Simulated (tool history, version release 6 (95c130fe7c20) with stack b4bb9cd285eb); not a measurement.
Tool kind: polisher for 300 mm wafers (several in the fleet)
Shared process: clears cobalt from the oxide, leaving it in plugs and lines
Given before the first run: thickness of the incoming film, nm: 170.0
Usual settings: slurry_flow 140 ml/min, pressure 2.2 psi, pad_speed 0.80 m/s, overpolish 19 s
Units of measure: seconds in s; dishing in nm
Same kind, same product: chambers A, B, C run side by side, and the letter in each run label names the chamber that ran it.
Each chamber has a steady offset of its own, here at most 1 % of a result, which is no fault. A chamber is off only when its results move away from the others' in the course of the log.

{"run": "1B", "hour": 15.9, "slurry_flow": 140, "pressure": 2.2, "pad_speed": 0.8, "overpolish": 19, "seconds": 41.638, "dishing": 46.285}
{"run": "2A", "hour": 25.2, "slurry_flow": 140, "pressure": 2.2, "pad_speed": 0.8, "overpolish": 19, "seconds": 41.93, "dishing": 48.796}
{"run": "3C", "hour": 37.9, "slurry_flow": 140, "pressure": 2.2, "pad_speed": 0.8, "overpolish": 19, "seconds": 42.386, "dishing": 47.227}
{"run": "4A", "hour": 46.6, "slurry_flow": 140, "pressure": 2.2, "pad_speed": 0.8, "overpolish": 19, "seconds": 42.042, "dishing": 46.673}
{"run": "5B", "hour": 58.7, "slurry_flow": 140, "pressure": 2.2, "pad_speed": 0.8, "overpolish": 19, "seconds": 42.275, "dishing": 47.919}
{"hour": 65.1, "done": "chamber B: worn pad replaced by a new one"}
{"run": "6C", "hour": 67.7, "slurry_flow": 140, "pressure": 2.2, "pad_speed": 0.8, "overpolish": 19, "seconds": 42.742, "dishing": 46.758}
{"run": "7A", "hour": 77.3, "slurry_flow": 140, "pressure": 2.2, "pad_speed": 0.8, "overpolish": 19, "seconds": 41.337, "dishing": 46.111}
{"run": "8B", "hour": 92.2, "slurry_flow": 140, "pressure": 2.2, "pad_speed": 0.8, "overpolish": 19, "seconds": 40.75, "dishing": 48.557}
{"run": "9C", "hour": 106.0, "slurry_flow": 140, "pressure": 2.2, "pad_speed": 0.8, "overpolish": 19, "seconds": 41.604, "dishing": 47.381}
{"hour": 118.2, "done": "chamber A: worn pad replaced by a new one"}
{"hour": 120.0, "done": "chamber C: head pressure recalibrated"}
{"run": "10C", "hour": 122.1, "slurry_flow": 140, "pressure": 2.2, "pad_speed": 0.8, "overpolish": 19, "seconds": 42.592, "dishing": 46.844}
{"hour": 126.6, "done": "chamber C: slurry nozzle cleaned"}
{"run": "11A", "hour": 133.6, "slurry_flow": 140, "pressure": 2.2, "pad_speed": 0.8, "overpolish": 19, "seconds": 41.725, "dishing": 45.461}
{"run": "12B", "hour": 142.7, "slurry_flow": 140, "pressure": 2.2, "pad_speed": 0.8, "overpolish": 19, "seconds": 41.901, "dishing": 46.721}
{"hour": 143.4, "done": "chamber B: slurry nozzle cleaned"}
{"run": "13C", "hour": 151.8, "slurry_flow": 140, "pressure": 2.2, "pad_speed": 0.8, "overpolish": 19, "seconds": 42.811, "dishing": 48.457}
{"hour": 159.9, "done": "chamber B: worn pad replaced by a new one"}
{"run": "14A", "hour": 164.1, "slurry_flow": 140, "pressure": 1.7, "pad_speed": 0.8, "overpolish": 19, "seconds": 55.337, "dishing": 40.2}
{"run": "15B", "hour": 177.8, "slurry_flow": 140, "pressure": 1.7, "pad_speed": 0.8, "overpolish": 19, "seconds": 56.124, "dishing": 40.258}
{"run": "16B", "hour": 190.9, "slurry_flow": 140, "pressure": 1.7, "pad_speed": 0.8, "overpolish": 19, "seconds": 53.201, "dishing": 39.468}
{"run": "17A", "hour": 201.6, "slurry_flow": 140, "pressure": 2.2, "pad_speed": 0.8, "overpolish": 19, "seconds": 42.065, "dishing": 46.969}
{"run": "18C", "hour": 217.8, "slurry_flow": 140, "pressure": 2.2, "pad_speed": 0.8, "overpolish": 19, "seconds": 43.069, "dishing": 47.1}
{"run": "19B", "hour": 233.8, "slurry_flow": 140, "pressure": 2.2, "pad_speed": 0.8, "overpolish": 19, "seconds": 42.005, "dishing": 47.655}
{"run": "20A", "hour": 249.1, "slurry_flow": 140, "pressure": 2.2, "pad_speed": 0.8, "overpolish": 19, "seconds": 41.885, "dishing": 47.562}
{"hour": 250.7, "done": "chamber B: worn pad replaced by a new one"}
{"run": "21C", "hour": 260.0, "slurry_flow": 140, "pressure": 2.2, "pad_speed": 0.8, "overpolish": 19, "seconds": 43.938, "dishing": 47.125}
{"run": "22C", "hour": 271.1, "slurry_flow": 140, "pressure": 2.2, "pad_speed": 0.8, "overpolish": 19, "seconds": 43.002, "dishing": 46.76}
{"run": "23B", "hour": 283.1, "slurry_flow": 140, "pressure": 2.2, "pad_speed": 0.8, "overpolish": 19, "seconds": 42.043, "dishing": 47.932}
{"run": "24A", "hour": 294.5, "slurry_flow": 140, "pressure": 2.2, "pad_speed": 0.8, "overpolish": 19, "seconds": 42.082, "dishing": 46.82}
{"hour": 304.3, "done": "chamber A: worn pad replaced by a new one"}
{"run": "25B", "hour": 305.9, "slurry_flow": 140, "pressure": 2.2, "pad_speed": 0.8, "overpolish": 19, "seconds": 42.457, "dishing": 46.4}
{"run": "26A", "hour": 315.3, "slurry_flow": 140, "pressure": 2.2, "pad_speed": 0.8, "overpolish": 19, "seconds": 42.319, "dishing": 47.414}
{"hour": 323.4, "done": "chamber A: slurry nozzle cleaned"}
{"run": "27C", "hour": 330.0, "slurry_flow": 140, "pressure": 2.2, "pad_speed": 0.8, "overpolish": 19, "seconds": 44.108, "dishing": 44.855}
{"run": "28B", "hour": 337.5, "slurry_flow": 125, "pressure": 2.2, "pad_speed": 0.8, "overpolish": 19, "seconds": 42.683, "dishing": 47.676}
{"run": "29C", "hour": 351.8, "slurry_flow": 125, "pressure": 2.2, "pad_speed": 0.8, "overpolish": 19, "seconds": 46.189, "dishing": 45.323}
{"hour": 354.4, "done": "chamber B: worn pad replaced by a new one"}
{"run": "30A", "hour": 367.8, "slurry_flow": 125, "pressure": 2.2, "pad_speed": 0.8, "overpolish": 19, "seconds": 42.736, "dishing": 45.832}
{"run": "31C", "hour": 382.1, "slurry_flow": 140, "pressure": 2.2, "pad_speed": 0.8, "overpolish": 19, "seconds": 45.66, "dishing": 45.21}
{"run": "32A", "hour": 395.2, "slurry_flow": 140, "pressure": 2.2, "pad_speed": 0.8, "overpolish": 19, "seconds": 42.521, "dishing": 47.789}
{"hour": 404.4, "done": "chamber B: head pressure recalibrated"}
{"run": "33B", "hour": 407.9, "slurry_flow": 140, "pressure": 2.2, "pad_speed": 1.04, "overpolish": 14, "seconds": 32.435, "dishing": 45.347}
{"run": "34C", "hour": 417.3, "slurry_flow": 140, "pressure": 2.2, "pad_speed": 1.04, "overpolish": 14, "seconds": 35.597, "dishing": 43.531}
{"run": "35A", "hour": 432.5, "slurry_flow": 140, "pressure": 2.2, "pad_speed": 1.04, "overpolish": 14, "seconds": 32.668, "dishing": 45.319}
{"hour": 438.2, "done": "chamber B: worn pad replaced by a new one"}
{"run": "36B", "hour": 444.5, "slurry_flow": 140, "pressure": 2.2, "pad_speed": 0.8, "overpolish": 19, "seconds": 41.308, "dishing": 47.91}
{"run": "37B", "hour": 451.8, "slurry_flow": 140, "pressure": 2.2, "pad_speed": 0.8, "overpolish": 19, "seconds": 43.405, "dishing": 47.567}
{"run": "38A", "hour": 460.6, "slurry_flow": 140, "pressure": 2.2, "pad_speed": 0.8, "overpolish": 19, "seconds": 42.479, "dishing": 47.303}
{"run": "39C", "hour": 472.3, "slurry_flow": 140, "pressure": 2.2, "pad_speed": 0.8, "overpolish": 19, "seconds": 46.355, "dishing": 43.779}
{"run": "40C", "hour": 480.0, "slurry_flow": 140, "pressure": 2.2, "pad_speed": 0.8, "overpolish": 19, "seconds": 46.767, "dishing": 43.9}
{"run": "41B", "hour": 489.6, "slurry_flow": 140, "pressure": 2.2, "pad_speed": 0.8, "overpolish": 19, "seconds": 41.457, "dishing": 48.197}

The same settings go to every chamber for the next run, one line per chamber below. Forecast the results for each:
{"run": "42A", "hour": 501.6, "slurry_flow": 140, "pressure": 2.2, "pad_speed": 0.8, "overpolish": 19, "seconds": "?", "dishing": "?"}
{"run": "42B", "hour": 501.6, "slurry_flow": 140, "pressure": 2.2, "pad_speed": 0.8, "overpolish": 19, "seconds": "?", "dishing": "?"}
{"run": "42C", "hour": 501.6, "slurry_flow": 140, "pressure": 2.2, "pad_speed": 0.8, "overpolish": 19, "seconds": "?", "dishing": "?"}

run=42A seconds=42.030 dishing=46.619
run=42B seconds=41.990 dishing=47.258
run=42C seconds=48.083 dishing=43.872
